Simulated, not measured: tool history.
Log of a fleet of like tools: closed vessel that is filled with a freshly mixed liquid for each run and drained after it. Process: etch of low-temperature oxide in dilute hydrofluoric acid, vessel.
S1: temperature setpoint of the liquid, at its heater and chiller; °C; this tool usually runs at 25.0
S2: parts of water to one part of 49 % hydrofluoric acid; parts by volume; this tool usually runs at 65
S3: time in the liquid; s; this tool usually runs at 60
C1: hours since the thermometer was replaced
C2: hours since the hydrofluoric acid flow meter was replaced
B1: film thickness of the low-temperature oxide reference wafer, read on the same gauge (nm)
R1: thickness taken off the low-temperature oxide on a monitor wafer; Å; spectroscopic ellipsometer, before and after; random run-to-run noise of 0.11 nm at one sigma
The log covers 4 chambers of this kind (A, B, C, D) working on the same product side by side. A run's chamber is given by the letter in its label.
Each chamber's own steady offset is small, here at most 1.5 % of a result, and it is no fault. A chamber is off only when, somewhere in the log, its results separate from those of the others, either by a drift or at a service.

{"run": "1C", "hour": 7.5, "S1": 25.0, "S2": 65, "S3": 60, "C1": 2036.8, "C2": 435.6, "B1": 129.99, "R1": 229.22}
{"run": "2B", "hour": 15.9, "S1": 25.0, "S2": 65, "S3": 60, "C1": 1731.3, "C2": 284.0, "B1": 130.0, "R1": 227.17}
{"run": "3A", "hour": 25.2, "S1": 25.0, "S2": 65, "S3": 60, "C1": 1185.0, "C2": 1194.9, "B1": 130.02, "R1": 225.96}
{"run": "4D", "hour": 35.0, "S1": 25.0, "S2": 65, "S3": 60, "C1": 133.2, "C2": 159.0, "B1": 129.98, "R1": 226.99}
{"run": "5C", "hour": 40.2, "S1": 25.0, "S2": 65, "S3": 60, "C1": 2069.5, "C2": 468.3, "B1": 130.0, "R1": 230.11}
{"run": "6B", "hour": 49.0, "S1": 25.0, "S2": 65, "S3": 60, "C1": 1764.4, "C2": 317.1, "B1": 130.0, "R1": 223.97}
{"run": "7D", "hour": 57.1, "S1": 25.0, "S2": 65, "S3": 60, "C1": 155.3, "C2": 181.1, "B1": 130.0, "R1": 226.25}
{"run": "8A", "hour": 63.0, "S1": 25.0, "S2": 65, "S3": 60, "C1": 1222.8, "C2": 1232.7, "B1": 129.99, "R1": 224.26}
{"run": "9A", "hour": 68.1, "S1": 25.0, "S2": 65, "S3": 60, "C1": 1227.9, "C2": 1237.8, "B1": 130.01, "R1": 223.0}
{"run": "10D", "hour": 74.2, "S1": 25.0, "S2": 65, "S3": 60, "C1": 172.4, "C2": 198.2, "B1": 129.99, "R1": 225.47}
{"run": "11B", "hour": 80.1, "S1": 25.0, "S2": 65, "S3": 60, "C1": 1795.5, "C2": 348.2, "B1": 130.01, "R1": 224.99}
{"run": "12C", "hour": 86.5, "S1": 25.0, "S2": 65, "S3": 60, "C1": 2115.8, "C2": 514.6, "B1": 129.99, "R1": 229.53}
{"run": "13D", "hour": 92.7, "S1": 22.0, "S2": 65, "S3": 75, "C1": 190.9, "C2": 216.7, "B1": 129.99, "R1": 251.34}
{"run": "14A", "hour": 98.3, "S1": 22.0, "S2": 65, "S3": 75, "C1": 1258.1, "C2": 1268.0, "B1": 129.98, "R1": 247.63}
{"run": "15B", "hour": 108.6, "S1": 22.0, "S2": 65, "S3": 75, "C1": 1824.0, "C2": 376.7, "B1": 129.99, "R1": 245.61}
{"run": "16C", "hour": 113.3, "S1": 22.0, "S2": 65, "S3": 75, "C1": 2142.6, "C2": 541.4, "B1": 130.01, "R1": 250.19}
{"run": "17D", "hour": 119.7, "S1": 25.0, "S2": 40, "S3": 60, "C1": 217.9, "C2": 243.7, "B1": 129.99, "R1": 380.82}
{"run": "18C", "hour": 125.3, "S1": 25.0, "S2": 40, "S3": 60, "C1": 2154.6, "C2": 553.4, "B1": 130.0, "R1": 382.71}
{"run": "19B", "hour": 132.0, "S1": 25.0, "S2": 40, "S3": 60, "C1": 1847.4, "C2": 400.1, "B1": 130.02, "R1": 373.93}
{"run": "20A", "hour": 142.3, "S1": 25.0, "S2": 40, "S3": 60, "C1": 1302.1, "C2": 1312.0, "B1": 130.01, "R1": 380.95}
{"run": "21A", "hour": 149.0, "S1": 25.0, "S2": 65, "S3": 60, "C1": 1308.8, "C2": 1318.7, "B1": 130.0, "R1": 225.92}
{"run": "22C", "hour": 154.4, "S1": 25.0, "S2": 65, "S3": 60, "C1": 2183.7, "C2": 582.5, "B1": 129.99, "R1": 228.76}
{"run": "23D", "hour": 163.4, "S1": 25.0, "S2": 85, "S3": 60, "C1": 261.6, "C2": 287.4, "B1": 129.98, "R1": 167.41}
{"run": "24B", "hour": 167.9, "S1": 25.0, "S2": 85, "S3": 60, "C1": 1883.3, "C2": 436.0, "B1": 130.01, "R1": 164.05}
{"run": "25A", "hour": 176.8, "S1": 25.0, "S2": 85, "S3": 60, "C1": 1336.6, "C2": 1346.5, "B1": 129.99, "R1": 165.72}
{"hour": 184.4, "done": "chamber A: thermometer replaced"}
{"run": "26B", "hour": 186.2, "S1": 25.0, "S2": 85, "S3": 60, "C1": 1901.6, "C2": 454.3, "B1": 129.99, "R1": 164.68}
{"hour": 191.5, "done": "chamber C: thermometer replaced"}
{"run": "27D", "hour": 196.4, "S1": 25.0, "S2": 65, "S3": 60, "C1": 294.6, "C2": 320.4, "B1": 130.0, "R1": 225.71}
{"run": "28C", "hour": 201.2, "S1": 27.5, "S2": 65, "S3": 60, "C1": 9.7, "C2": 629.3, "B1": 130.0, "R1": 250.22}
{"run": "29B", "hour": 211.2, "S1": 27.5, "S2": 65, "S3": 60, "C1": 1926.6, "C2": 479.3, "B1": 130.03, "R1": 243.25}
{"run": "30D", "hour": 215.8, "S1": 27.5, "S2": 65, "S3": 60, "C1": 314.0, "C2": 339.8, "B1": 129.99, "R1": 250.17}
{"run": "31A", "hour": 223.5, "S1": 27.5, "S2": 65, "S3": 60, "C1": 39.2, "C2": 1393.2, "B1": 130.0, "R1": 246.18}
{"run": "32C", "hour": 231.0, "S1": 25.0, "S2": 45, "S3": 85, "C1": 39.5, "C2": 659.1, "B1": 129.99, "R1": 477.79}
{"run": "33C", "hour": 236.7, "S1": 25.0, "S2": 45, "S3": 85, "C1": 45.2, "C2": 664.8, "B1": 130.0, "R1": 479.53}
{"run": "34D", "hour": 246.9, "S1": 25.0, "S2": 45, "S3": 85, "C1": 345.1, "C2": 370.9, "B1": 129.98, "R1": 478.84}
{"run": "35B", "hour": 255.9, "S1": 25.0, "S2": 45, "S3": 85, "C1": 1971.3, "C2": 524.0, "B1": 130.01, "R1": 466.03}
{"run": "36A", "hour": 264.6, "S1": 25.0, "S2": 65, "S3": 60, "C1": 80.3, "C2": 1434.3, "B1": 130.01, "R1": 221.25}
{"run": "37D", "hour": 271.2, "S1": 25.0, "S2": 65, "S3": 60, "C1": 369.4, "C2": 395.2, "B1": 130.01, "R1": 226.86}
{"run": "38C", "hour": 276.1, "S1": 25.0, "S2": 65, "S3": 60, "C1": 84.6, "C2": 704.2, "B1": 130.01, "R1": 228.87}
{"run": "39B", "hour": 284.0, "S1": 25.0, "S2": 65, "S3": 60, "C1": 1999.4, "C2": 552.1, "B1": 129.99, "R1": 218.33}
{"run": "40A", "hour": 293.6, "S1": 25.0, "S2": 65, "S3": 60, "C1": 109.3, "C2": 1463.3, "B1": 130.0, "R1": 224.62}
{"run": "41A", "hour": 299.2, "S1": 25.0, "S2": 65, "S3": 60, "C1": 114.9, "C2": 1468.9, "B1": 129.98, "R1": 224.7}
{"run": "42C", "hour": 307.1, "S1": 25.0, "S2": 65, "S3": 60, "C1": 115.6, "C2": 735.2, "B1": 130.0, "R1": 226.39}
{"run": "43B", "hour": 311.9, "S1": 25.0, "S2": 65, "S3": 60, "C1": 2027.3, "C2": 580.0, "B1": 130.0, "R1": 214.49}
{"run": "44D", "hour": 319.9, "S1": 25.0, "S2": 65, "S3": 60, "C1": 418.1, "C2": 443.9, "B1": 129.97, "R1": 226.22}

All 4 chambers run these settings next. Forecast each chamber's results:
{"run": "45A", "hour": 327.3, "S1": 25.0, "S2": 90, "S3": 60, "R1": "?"}
{"run": "45B", "hour": 327.3, "S1": 25.0, "S2": 90, "S3": 60, "R1": "?"}
{"run": "45C", "hour": 327.3, "S1": 25.0, "S2": 90, "S3": 60, "R1": "?"}
{"run": "45D", "hour": 327.3, "S1": 25.0, "S2": 90, "S3": 60, "R1": "?"}

run=45A R1=155.70
run=45B R1=150.48
run=45C R1=160.51
run=45D R1=158.56
